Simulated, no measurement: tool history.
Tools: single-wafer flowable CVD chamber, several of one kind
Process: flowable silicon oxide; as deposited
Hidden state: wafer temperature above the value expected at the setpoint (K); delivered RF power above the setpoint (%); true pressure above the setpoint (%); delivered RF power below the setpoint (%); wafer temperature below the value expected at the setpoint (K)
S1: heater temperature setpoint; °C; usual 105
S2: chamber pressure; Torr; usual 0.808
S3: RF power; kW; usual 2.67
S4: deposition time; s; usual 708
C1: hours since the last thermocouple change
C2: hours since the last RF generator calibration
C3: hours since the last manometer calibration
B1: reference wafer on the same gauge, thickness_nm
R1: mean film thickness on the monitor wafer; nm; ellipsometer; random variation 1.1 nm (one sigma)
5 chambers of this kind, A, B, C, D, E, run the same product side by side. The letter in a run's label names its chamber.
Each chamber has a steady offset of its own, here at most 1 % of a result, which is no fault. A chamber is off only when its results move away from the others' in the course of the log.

run   hour   S1     S2    S3   S4      C1      C2      C3      B1      R1
 1C   10.3  105  0.808  2.67  708  2194.3   922.4   479.2  436.16  386.48
 2A   20.5  105  0.808  2.67  708     997   461.1  1642.5  435.68  386.38
 3D   33.4  105  0.808  2.67  708   865.7   597.1    1706   435.7  389.32
 4B   47.6  105  0.808  2.67  708  1126.6   148.8    1078  435.59  388.05
 5E   56.4  105  0.808  2.67  708   208.9   847.7   945.3  436.24  382.27
 6C   72.5  105  0.808  2.67  708  2256.5   984.6   541.4  435.97  386.43
 7E   80.4  105  0.808  2.67  708   232.9   871.7   969.3  436.24  383.02
      80.9  -- chamber E: RF generator calibrated
 8D   94.8  105  0.808  2.67  708   927.1   658.5  1767.4  436.02  389.04
 9B  106.9  105  0.657  2.67  708  1185.9   208.1  1137.3   435.7  295.46
10A  120.9  105  0.657  2.67  708  1097.4   561.5  1742.9  436.16  293.14
11D  135.5  105  0.657  2.67  708   967.8   699.2  1808.1  435.83  293.34
12C  143.7  105  0.657  2.67  708  2327.7  1055.8   612.6  436.24  292.56
13B  158.8  105  0.657  2.67  708  1237.8     260  1189.2  435.93  296.12
     166.8  -- chamber C: thermocouple changed; heater temperature recalibrated
14A    167  105  0.808  2.67  708  1143.5   607.6    1789  435.89  382.95
15E  177.9  105  0.731  2.67  708   330.4    97.1  1066.8  435.71  337.77
16A  193.4  105  0.731  2.67  708  1169.9     634  1815.4  436.13  337.92
17C  209.5  105  0.731  2.67  708    42.8  1121.6   678.4  436.11   336.5
     211.3  -- chamber B: capacitance manometer re-zeroed and calibrated
18B  218.2  105  0.731  2.67  708  1297.2   319.4       7   435.8  341.04
19D  232.4  105  0.731  2.67  708  1064.7   796.1    1905  436.32  340.15
20E  247.8  105  0.808  2.67  708   400.3     167  1136.7  436.16  382.92
21A    256  110  0.808  2.67  831  1232.5   696.6    1878  436.32   383.7
22E  263.7  110  0.808  2.67  831   416.2   182.9  1152.6  435.69  380.19
23B  273.6  110  0.808  2.67  831  1352.6   374.8    62.4  436.02  383.83
     282.6  -- chamber D: RF generator calibrated
24C    283  110  0.808  2.67  831   116.3  1195.1   751.9  436.08  382.37
25D  291.8  110  0.808  2.67  831  1124.1     9.2  1964.4   436.1  384.93
     300.1  -- chamber C: RF generator calibrated
26D    303  105  0.808  2.67  708  1135.3    20.4  1975.6   436.1   387.6
27A  311.6  105  0.808  2.67  708  1288.1   752.2  1933.6  436.04   383.1
28C    327  105  0.808  2.67  708   160.3    26.9   795.9  436.22  386.14
29B  337.5  105  0.808  2.67  708  1416.5   438.7   126.3  435.84   388.1
30E  345.9  105  0.808  2.67  708   498.4   265.1  1234.8  435.73   382.5
31B  359.2  105  0.808  2.67  708  1438.2   460.4     148  436.04  386.16
32C  368.6  105  0.808  2.67  708   201.9    68.5   837.5  436.24  387.05
33D  379.5   98  0.808  2.67  708  1211.8    96.9  2052.1  435.52  490.65

Is one chamber off against the others, does the gauge drift, or is nothing wrong? If a chamber is off, say which, and what the likeliest cause is.

No chamber stands off beyond its own small offset, and the gauge holds steady.

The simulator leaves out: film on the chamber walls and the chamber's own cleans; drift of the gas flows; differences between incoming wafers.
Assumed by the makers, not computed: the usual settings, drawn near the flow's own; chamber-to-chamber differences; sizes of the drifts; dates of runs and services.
